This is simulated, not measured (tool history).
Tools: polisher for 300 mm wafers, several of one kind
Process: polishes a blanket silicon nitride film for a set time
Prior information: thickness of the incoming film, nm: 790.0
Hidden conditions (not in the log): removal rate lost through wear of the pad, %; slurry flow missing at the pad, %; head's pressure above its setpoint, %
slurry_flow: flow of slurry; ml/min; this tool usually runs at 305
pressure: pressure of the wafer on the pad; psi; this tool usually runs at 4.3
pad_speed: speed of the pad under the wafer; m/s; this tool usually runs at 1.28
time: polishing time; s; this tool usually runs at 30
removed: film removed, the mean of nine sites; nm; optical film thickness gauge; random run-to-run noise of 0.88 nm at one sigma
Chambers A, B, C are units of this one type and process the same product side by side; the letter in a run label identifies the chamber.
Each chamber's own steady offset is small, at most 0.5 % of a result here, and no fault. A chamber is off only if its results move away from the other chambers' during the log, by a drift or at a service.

run     day  slurry_flow  pressure  pad_speed  time  wafers polished on this pad  hours since the slurry nozzle was cleaned  hours since the head pressure was calibrated  removed
 1C   0.371          305       4.3       1.28    30                          478                                      222.7                                         334.8   89.278
 2B     0.9          305       4.3       1.28    30                         1335                                      188.3                                           115   88.208
      1.304  -- chamber B: worn pad replaced by a new one
 3A   1.471          305       4.3       1.28    30                          415                                       40.2                                         232.2   89.838
 4C   1.754          305       4.3       1.28    30                          801                                      255.9                                           368   90.749
 5B   2.133          305       4.3       1.28    30                          193                                      217.9                                         144.6     89.2
 6A   2.471          305       4.3       1.28    30                          648                                       64.2                                         256.2   90.733
      2.483  -- chamber C: head pressure recalibrated
      2.492  -- chamber A: worn pad replaced by a new one
 7B   3.038          305       4.3       1.28    39                          404                                      239.6                                         166.3   115.81
 8C     3.3          305       4.3       1.28    39                         1161                                        293                                          19.6   116.64
 9A   3.612          305       4.3       1.28    39                          262                                       91.6                                         283.6   115.39
10C   4.121          305       4.3       1.28    30                         1353                                      312.7                                          39.3   90.166
11A     4.7          305       4.3       1.28    30                          515                                      117.7                                         309.7   89.557
      5.004  -- chamber A: worn pad replaced by a new one
12B   5.088          305       4.3       1.28    30                          882                                      288.8                                         215.5   90.097
13C   5.462          305       4.3       1.28    30                         1666                                      344.9                                          71.5   87.397
14B   5.917          305       4.3       1.28    30                         1076                                      308.7                                         235.4   89.364
15A   6.412          305       4.3       1.28    30                          329                                      158.8                                         350.8   90.157
16A   6.975          305       4.3       1.28    30                          460                                      172.3                                         364.3   90.202
      7.225  -- chamber B: worn pad replaced by a new one
17B   7.362          305       4.3       1.28    30                           32                                      343.4                                         270.1   90.959
18C   7.829          305       4.3       1.28    30                         2218                                      401.7                                         128.3   83.838
       7.85  -- chamber A: worn pad replaced by a new one
      8.104  -- chamber C: slurry nozzle cleaned
19C   8.121          305       4.3       1.28    30                         2286                                        0.4                                         135.3   86.158
      8.246  -- chamber B: slurry nozzle cleaned
20B   8.612          305       4.3       1.28    30                          324                                        8.9                                         300.1   90.626
21A   9.162          305       4.3       1.28    30                          306                                      224.8                                         416.8   89.974
22C   9.625          305       4.3       1.52    30                         2637                                       36.5                                         171.4    95.69
23A  10.158          305       4.3       1.52    30                          538                                      248.7                                         440.7   104.72
     10.333  -- chamber A: head pressure recalibrated
24B  10.433          305       4.3       1.52    30                          748                                       52.6                                         343.8   102.74
     10.517  -- chamber A: worn pad replaced by a new one
25A  10.704          305       4.3       1.28    30                           44                                      261.8                                             9   88.359
26C  11.067          305       4.3       1.28    30                         2973                                       71.1                                           206   82.023
27B  11.333          305       4.3       1.28    30                          958                                       74.2                                         365.4   89.916
28C  11.879          230       4.3       1.28    40                         3162                                       90.6                                         225.5   105.62
     12.442  -- chamber B: head pressure recalibrated
29B  12.479          230       4.3       1.28    40                         1226                                      101.7                                           0.9   116.58

The same settings go to every chamber for the next run, one line per chamber below. Forecast the results for each:
30A  12.908          305       4.3       1.42    30                                                                                                                              ?
30B  12.908          305       4.3       1.42    30                                                                                                                              ?
30C  12.908          305       4.3       1.42    30                                                                                                                              ?

run  removed
30A   97.915
30B   98.426
30C   86.786

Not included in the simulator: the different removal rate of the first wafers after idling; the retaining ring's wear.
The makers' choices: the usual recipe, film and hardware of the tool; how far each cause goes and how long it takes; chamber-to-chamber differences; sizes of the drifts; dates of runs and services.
